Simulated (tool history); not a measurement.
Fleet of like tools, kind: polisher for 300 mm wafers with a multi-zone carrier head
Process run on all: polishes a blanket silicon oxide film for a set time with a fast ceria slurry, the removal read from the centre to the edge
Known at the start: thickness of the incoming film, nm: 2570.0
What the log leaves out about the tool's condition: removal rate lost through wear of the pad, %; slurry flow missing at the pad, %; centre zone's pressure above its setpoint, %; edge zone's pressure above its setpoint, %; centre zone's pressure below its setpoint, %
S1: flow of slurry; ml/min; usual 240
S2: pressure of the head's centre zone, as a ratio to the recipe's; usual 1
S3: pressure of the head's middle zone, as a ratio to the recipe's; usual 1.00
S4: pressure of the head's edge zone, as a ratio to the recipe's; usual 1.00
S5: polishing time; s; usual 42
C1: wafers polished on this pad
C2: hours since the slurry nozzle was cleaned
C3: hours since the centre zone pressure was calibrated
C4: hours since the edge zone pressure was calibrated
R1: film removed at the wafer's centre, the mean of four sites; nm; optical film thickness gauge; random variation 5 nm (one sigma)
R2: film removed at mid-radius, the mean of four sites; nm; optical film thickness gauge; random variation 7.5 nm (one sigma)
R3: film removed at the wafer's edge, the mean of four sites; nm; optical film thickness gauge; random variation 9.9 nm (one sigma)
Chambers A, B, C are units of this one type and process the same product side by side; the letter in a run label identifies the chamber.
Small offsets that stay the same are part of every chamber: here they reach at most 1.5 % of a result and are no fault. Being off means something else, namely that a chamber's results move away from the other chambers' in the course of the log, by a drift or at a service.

| run | day | S1 | S2 | S3 | S4 | S5 | C1 | C2 | C3 | C4 | R1 | R2 | R3 |
|---|---|---|---|---|---|---|---|---|---|---|---|---|---|
|  | 0.067 | chamber B: slurry nozzle cleaned |
| 1A | 0.358 | 240 | 1 | 1.00 | 1.00 | 42 | 592 | 120.2 | 207.9 | 63.5 | 683.12 | 687.39 | 689.86 |
| 2C | 0.721 | 240 | 1 | 1.00 | 1.00 | 42 | 261 | 473.7 | 771.6 | 619.6 | 682.43 | 685.13 | 690.24 |
|  | 0.958 | chamber B: worn pad replaced by a new one |
| 3B | 0.979 | 240 | 1 | 1.00 | 1.00 | 42 | 4 | 22.0 | 333.2 | 140.0 | 684.59 | 700.78 | 669.01 |
| 4B | 1.325 | 240 | 1 | 1.00 | 1.00 | 42 | 68 | 30.3 | 341.5 | 148.3 | 687.61 | 699.13 | 686.22 |
| 5C | 1.558 | 240 | 1 | 1.00 | 1.00 | 42 | 416 | 493.8 | 791.7 | 639.7 | 690.61 | 678.05 | 696.77 |
| 6A | 1.996 | 240 | 1 | 1.00 | 1.00 | 42 | 897 | 159.5 | 247.2 | 102.8 | 688.09 | 677.37 | 679.18 |
| 7C | 2.417 | 240 | 1 | 1.00 | 1.00 | 42 | 576 | 514.4 | 812.3 | 660.3 | 687.46 | 683.12 | 693.75 |
| 8B | 2.667 | 240 | 1 | 1.00 | 1.00 | 42 | 318 | 62.5 | 373.7 | 180.5 | 690.04 | 699.04 | 686.00 |
| 9A | 2.892 | 290 | 1 | 1.00 | 0.92 | 42 | 1064 | 181.0 | 268.7 | 124.3 | 697.76 | 690.24 | 672.93 |
| 10B | 3.125 | 290 | 1 | 1.00 | 0.92 | 42 | 403 | 73.5 | 384.7 | 191.5 | 700.95 | 712.02 | 684.64 |
|  | 3.558 | chamber C: worn pad replaced by a new one |
| 11A | 3.571 | 290 | 1 | 1.00 | 0.92 | 42 | 1190 | 197.3 | 285.0 | 140.6 | 694.67 | 685.31 | 664.75 |
| 12C | 3.896 | 240 | 1 | 1.00 | 1.00 | 42 | 62 | 549.9 | 847.8 | 695.8 | 697.83 | 694.47 | 689.69 |
| 13B | 4.283 | 240 | 1 | 1.00 | 1.00 | 42 | 618 | 101.3 | 412.5 | 219.3 | 688.85 | 691.42 | 699.61 |
| 14C | 4.704 | 240 | 1 | 1.00 | 1.00 | 42 | 213 | 569.3 | 867.2 | 715.2 | 704.80 | 674.07 | 685.15 |
| 15A | 4.983 | 240 | 1 | 1.00 | 1.00 | 42 | 1452 | 231.2 | 318.9 | 174.5 | 668.79 | 673.43 | 690.84 |
| 16C | 5.383 | 240 | 1 | 1.00 | 1.00 | 42 | 339 | 585.6 | 883.5 | 731.5 | 697.48 | 687.91 | 702.81 |
| 17A | 5.762 | 240 | 1 | 1.00 | 1.00 | 42 | 1597 | 249.9 | 337.6 | 193.2 | 666.56 | 669.69 | 666.84 |
| 18B | 6.112 | 240 | 1 | 1.00 | 1.00 | 42 | 958 | 145.2 | 456.4 | 263.2 | 684.69 | 709.60 | 671.99 |
|  | 6.142 | chamber C: edge zone pressure recalibrated |
| 19B | 6.508 | 240 | 1 | 1.00 | 1.00 | 42 | 1032 | 154.7 | 465.9 | 272.7 | 682.54 | 692.05 | 683.72 |
| 20A | 6.750 | 240 | 1 | 1.00 | 1.00 | 42 | 1781 | 273.6 | 361.3 | 216.9 | 661.87 | 671.39 | 680.11 |
| 21C | 7.100 | 240 | 1 | 1.00 | 1.00 | 42 | 658 | 626.8 | 924.7 | 23.0 | 683.83 | 679.18 | 687.55 |
|  | 7.200 | chamber C: worn pad replaced by a new one |
| 22B | 7.338 | 240 | 1 | 1.00 | 1.00 | 42 | 1186 | 174.6 | 485.8 | 292.6 | 689.77 | 699.22 | 692.41 |
| 23C | 7.592 | 240 | 1 | 1.00 | 1.00 | 42 | 73 | 638.6 | 936.5 | 34.8 | 699.29 | 690.45 | 678.51 |
| 24A | 8.017 | 240 | 1 | 1.00 | 1.00 | 42 | 2017 | 304.0 | 391.7 | 247.3 | 666.08 | 663.32 | 657.40 |
|  | 8.138 | chamber C: centre zone pressure recalibrated |
|  | 8.262 | chamber B: worn pad replaced by a new one |
| 25B | 8.442 | 240 | 1 | 1.00 | 1.00 | 42 | 34 | 201.1 | 512.3 | 319.1 | 692.98 | 690.36 | 698.63 |
| 26C | 8.642 | 240 | 1 | 1.00 | 1.00 | 42 | 268 | 663.8 | 12.2 | 60.0 | 694.81 | 674.71 | 694.33 |
| 27A | 8.875 | 240 | 1 | 1.00 | 1.00 | 42 | 2176 | 324.6 | 412.3 | 267.9 | 655.19 | 669.83 | 660.27 |
| 28B | 9.238 | 240 | 1 | 1.00 | 1.00 | 42 | 182 | 220.2 | 531.4 | 338.2 | 683.74 | 705.09 | 690.61 |
| 29C | 9.608 | 170 | 1 | 1.07 | 1.00 | 42 | 448 | 687.0 | 35.4 | 83.2 | 659.31 | 689.93 | 672.53 |
| 30A | 10.033 | 170 | 1 | 1.07 | 1.00 | 42 | 2392 | 352.4 | 440.1 | 295.7 | 617.19 | 668.62 | 623.41 |
| 31B | 10.362 | 170 | 1 | 1.07 | 1.00 | 42 | 391 | 247.2 | 558.4 | 365.2 | 647.16 | 715.09 | 650.62 |
|  | 10.542 | chamber C: worn pad replaced by a new one |
| 32A | 10.571 | 240 | 1 | 1.00 | 1.00 | 42 | 2491 | 365.3 | 453.0 | 308.6 | 648.52 | 652.05 | 643.83 |
|  | 10.633 | chamber C: slurry nozzle cleaned |
| 33C | 10.912 | 240 | 1 | 1.00 | 1.00 | 42 | 69 | 6.7 | 66.7 | 114.5 | 702.61 | 677.05 | 695.28 |
| 34B | 11.162 | 240 | 1 | 1.00 | 1.00 | 42 | 540 | 266.4 | 577.6 | 384.4 | 682.88 | 708.15 | 689.21 |
|  | 11.288 | chamber B: centre zone pressure recalibrated |
| 35A | 11.358 | 240 | 1 | 1.00 | 1.00 | 42 | 2638 | 384.2 | 471.9 | 327.5 | 655.25 | 646.87 | 634.42 |
| 36C | 11.650 | 240 | 1 | 1.00 | 1.00 | 42 | 206 | 24.4 | 84.4 | 132.2 | 685.85 | 680.34 | 689.91 |
| 37A | 11.992 | 240 | 1 | 1.00 | 1.00 | 42 | 2756 | 399.4 | 487.1 | 342.7 | 649.78 | 651.96 | 648.61 |
| 38B | 12.342 | 320 | 1 | 1.05 | 1.00 | 42 | 759 | 294.7 | 25.3 | 412.7 | 712.15 | 761.91 | 709.04 |
| 39C | 12.779 | 320 | 1 | 1.05 | 1.00 | 42 | 416 | 51.5 | 111.5 | 159.3 | 715.55 | 735.44 | 707.36 |

Read the log: is a single chamber off, either drifting away or since a service, is the gauge that measures every chamber drifting, or is nothing wrong beyond small per-chamber offsets? Name any odd chamber and what most likely caused it.

One chamber, A, drifts off from the rest bit by bit.
What lies behind it: removal rate lost through wear of the pad, % = 6.65.
The log may not tell that from: slurry flow missing at the pad, %.

Chamber A could run next with any of the 4 candidate recipes listed below; each alters the usual settings, and their results appear as question marks. Which one brings its results back in line with what the other chambers deliver on the usual settings?
Maximum distance from the other chambers' mean on the usual settings for a result to count as in line: R1 17.00 nm; R2 26.00 nm; R3 34.00 nm
| 40A-1 | 13.100 | 240 | 1.00 | 1.00 | 1.00 | 41 |  |  |  |  | ? | ? | ? |
| 40A-2 | 13.100 | 240 | 1.00 | 1.00 | 1.00 | 43 |  |  |  |  | ? | ? | ? |
| 40A-3 | 13.100 | 240 | 1.00 | 0.99 | 1.00 | 39 |  |  |  |  | ? | ? | ? |
| 40A-4 | 13.100 | 245 | 1.01 | 1.01 | 0.99 | 45 |  |  |  |  | ? | ? | ? |

Mean of the other chambers on the usual settings: R1 691.48 nm; R2 693.59 nm; R3 688.52 nm
| run | R1 | R2 | R3 |
|---|---|---|---|
| 40A-1 | 627.16 | 624.68 | 626.21 |
| 40A-2 | 657.75 | 655.16 | 656.75 |
| 40A-3 | 596.52 | 588.68 | 595.75 |
| 40A-4 | 697.75 | 693.71 | 684.82 |
Change 40A-4 lands the chamber within the allowed miss of the other chambers.
